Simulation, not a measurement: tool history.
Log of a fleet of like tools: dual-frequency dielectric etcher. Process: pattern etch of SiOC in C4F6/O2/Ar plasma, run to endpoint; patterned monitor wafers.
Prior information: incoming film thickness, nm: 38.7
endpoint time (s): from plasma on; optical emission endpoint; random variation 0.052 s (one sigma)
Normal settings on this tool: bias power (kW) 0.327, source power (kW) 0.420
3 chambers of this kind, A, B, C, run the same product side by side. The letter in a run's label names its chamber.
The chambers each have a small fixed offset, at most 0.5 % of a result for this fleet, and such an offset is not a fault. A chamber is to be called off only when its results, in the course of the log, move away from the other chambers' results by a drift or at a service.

run   hour  bias power (kW)  source power (kW)  endpoint time (s)
 1C   13.0            0.327              0.420             14.939
 2A   26.7            0.327              0.420             14.968
 3B   39.7            0.327              0.420             14.975
 4C   54.8            0.327              0.420             14.875
 5A   66.1            0.327              0.420             14.926
 6B   79.7            0.327              0.420             14.951
 7A   89.4            0.327              0.420             14.973
 8B  102.2            0.391              0.420             13.931
 9C  113.8            0.391              0.420             14.069
10A  125.8            0.391              0.420             14.023
11B  135.0            0.327              0.420             14.798
12C  143.8            0.327              0.420             15.084
13C  154.2            0.327              0.420             15.147
14B  163.4            0.327              0.420             14.943
15A  172.3            0.327              0.420             14.937
16A  186.8            0.327              0.420             14.909
17C  197.5            0.327              0.420             15.156
18B  208.6            0.327              0.420             14.943
19A  218.6            0.327              0.420             14.894
20B  227.8            0.282              0.480             14.832
21C  241.0            0.282              0.480             15.107
22B  255.2            0.282              0.480             14.999
23C  266.3            0.327              0.420             15.235
     272.6  -- chamber A: wet clean of the chamber
24A  273.7            0.327              0.420             14.985
25B  288.4            0.373              0.420             14.288
26C  302.2            0.373              0.420             14.672
27A  310.2            0.373              0.420             14.285
28B  319.6            0.327              0.420             14.953
29C  331.9            0.327              0.420             15.335
30A  344.2            0.327              0.420             15.039
31C  356.0            0.327              0.420             15.467
32B  367.6            0.327              0.420             14.898
33A  382.5            0.327              0.490             14.121
34A  393.9            0.327              0.490             14.116
35B  405.4            0.327              0.490             14.049

Read the log: is a single chamber off, either drifting away or since a service, is the gauge that measures every chamber drifting, or is nothing wrong beyond small per-chamber offsets? Name any odd chamber and what most likely caused it.

Little by little, chamber C moves away from the other chambers.
Most likely cause: etch rate under this chamber's usual, % = 4.24.

Below are 4 candidate recipes for chamber C's next run, each the usual settings with a change, their results shown as question marks. Which of them brings C's results back in line with what the other chambers give on the usual settings?
In line means no further than this from the other chambers' mean on the usual settings: endpoint time (s) 0.180
36C-1  416.3            0.367              0.420                  ?
36C-2  416.3            0.327              0.440                  ?
36C-3  416.3            0.308              0.400                  ?
36C-4  416.3            0.317              0.410                  ?

On the usual settings, the other chambers give on average: endpoint time (s) 14.926
  run  endpoint time (s)
36C-1             14.984
36C-2             15.333
36C-3             16.240
36C-4             15.926
It is 36C-1 that realigns the chamber with its peers.
